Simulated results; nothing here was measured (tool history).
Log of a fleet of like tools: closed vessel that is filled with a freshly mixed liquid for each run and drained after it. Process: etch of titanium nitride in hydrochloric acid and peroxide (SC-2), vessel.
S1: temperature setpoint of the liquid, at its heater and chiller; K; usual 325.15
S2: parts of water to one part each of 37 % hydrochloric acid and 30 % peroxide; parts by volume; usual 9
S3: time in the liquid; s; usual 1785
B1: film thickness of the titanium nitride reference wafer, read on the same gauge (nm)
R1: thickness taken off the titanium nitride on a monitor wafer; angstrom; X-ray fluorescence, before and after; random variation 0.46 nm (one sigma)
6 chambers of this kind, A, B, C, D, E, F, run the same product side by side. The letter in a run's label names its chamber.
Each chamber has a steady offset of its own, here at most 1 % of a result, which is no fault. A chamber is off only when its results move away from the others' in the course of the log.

run 1F hour=4.1 | S1=325.15 S2=9 S3=1785 | B1=59.996 | R1=546.07
run 2E hour=9.6 | S1=325.15 S2=9 S3=1785 | B1=60.003 | R1=553.51
run 3A hour=16.9 | S1=325.15 S2=9 S3=1785 | B1=59.996 | R1=557.65
run 4C hour=22.1 | S1=325.15 S2=9 S3=1785 | B1=60.020 | R1=556.46
run 5B hour=27.0 | S1=325.15 S2=9 S3=1785 | B1=59.989 | R1=551.33
run 6D hour=33.1 | S1=325.15 S2=9 S3=1785 | B1=59.997 | R1=552.45
run 7B hour=41.9 | S1=318.65 S2=9 S3=1785 | B1=60.024 | R1=356.87
run 8E hour=49.2 | S1=318.65 S2=9 S3=1785 | B1=60.010 | R1=356.38
run 9A hour=58.0 | S1=318.65 S2=9 S3=1785 | B1=60.004 | R1=355.19
run 10D hour=64.6 | S1=318.65 S2=9 S3=1785 | B1=59.998 | R1=360.54
run 11C hour=70.4 | S1=318.65 S2=9 S3=1785 | B1=59.996 | R1=353.59
run 12F hour=74.6 | S1=318.65 S2=9 S3=1785 | B1=59.985 | R1=353.97
-- hour=78.2 chamber E: thermometer replaced
run 13A hour=81.8 | S1=325.15 S2=9 S3=1785 | B1=60.007 | R1=551.77
run 14D hour=89.4 | S1=315.65 S2=9 S3=2545 | B1=59.985 | R1=418.84
run 15E hour=98.7 | S1=315.65 S2=9 S3=2545 | B1=59.993 | R1=415.57
run 16C hour=107.9 | S1=315.65 S2=9 S3=2545 | B1=60.006 | R1=406.91
-- hour=113.5 chamber B: new drum of peroxide connected
run 17F hour=115.9 | S1=315.65 S2=9 S3=2545 | B1=60.001 | R1=414.08
run 18B hour=120.7 | S1=315.65 S2=9 S3=2545 | B1=59.991 | R1=417.81
run 19E hour=126.8 | S1=315.65 S2=9 S3=2545 | B1=59.994 | R1=409.53
run 20B hour=132.2 | S1=325.15 S2=9 S3=1785 | B1=59.997 | R1=550.16
run 21F hour=138.6 | S1=325.15 S2=9 S3=1785 | B1=59.984 | R1=551.51
run 22C hour=143.6 | S1=325.15 S2=9 S3=1785 | B1=59.993 | R1=556.34
run 23A hour=150.3 | S1=325.15 S2=9 S3=1785 | B1=59.991 | R1=552.53
run 24D hour=155.1 | S1=325.15 S2=9 S3=1785 | B1=60.003 | R1=546.42
run 25F hour=162.7 | S1=325.15 S2=9 S3=1785 | B1=59.979 | R1=550.77
run 26C hour=168.2 | S1=325.15 S2=9 S3=1785 | B1=59.989 | R1=555.03
run 27D hour=172.5 | S1=325.15 S2=9 S3=1785 | B1=60.011 | R1=551.03
run 28E hour=177.3 | S1=321.65 S2=9 S3=890 | B1=59.992 | R1=217.45
run 29A hour=184.3 | S1=321.65 S2=9 S3=890 | B1=60.003 | R1=216.26
run 30B hour=189.3 | S1=321.65 S2=9 S3=890 | B1=60.003 | R1=215.28
run 31B hour=194.4 | S1=321.65 S2=9 S3=890 | B1=60.004 | R1=218.85
run 32C hour=202.1 | S1=321.65 S2=9 S3=890 | B1=59.991 | R1=216.83
-- hour=206.2 chamber A: thermometer replaced
run 33A hour=208.2 | S1=321.65 S2=9 S3=890 | B1=60.006 | R1=218.13
run 34E hour=215.5 | S1=325.15 S2=9 S3=1785 | B1=60.004 | R1=555.27
run 35D hour=220.1 | S1=334.15 S2=5 S3=1785 | B1=59.985 | R1=1526.00
run 36F hour=225.9 | S1=334.15 S2=5 S3=1785 | B1=60.020 | R1=1565.60
-- hour=229.5 chamber A: chemicals flow meter replaced
run 37C hour=231.5 | S1=334.15 S2=5 S3=1785 | B1=59.990 | R1=1577.60
run 38B hour=238.2 | S1=334.15 S2=5 S3=1785 | B1=60.007 | R1=1492.20
run 39E hour=245.1 | S1=334.15 S2=5 S3=1785 | B1=59.985 | R1=1536.50
run 40D hour=249.9 | S1=334.15 S2=5 S3=1785 | B1=60.000 | R1=1550.40
run 41F hour=256.3 | S1=325.15 S2=9 S3=1785 | B1=60.013 | R1=556.83
run 42A hour=262.9 | S1=325.15 S2=9 S3=1785 | B1=59.993 | R1=553.09

Is one chamber off against the others, does the gauge drift, or is nothing wrong? If a chamber is off, say which, and what the likeliest cause is.

No chamber stands off beyond its own small offset, and the gauge holds steady.

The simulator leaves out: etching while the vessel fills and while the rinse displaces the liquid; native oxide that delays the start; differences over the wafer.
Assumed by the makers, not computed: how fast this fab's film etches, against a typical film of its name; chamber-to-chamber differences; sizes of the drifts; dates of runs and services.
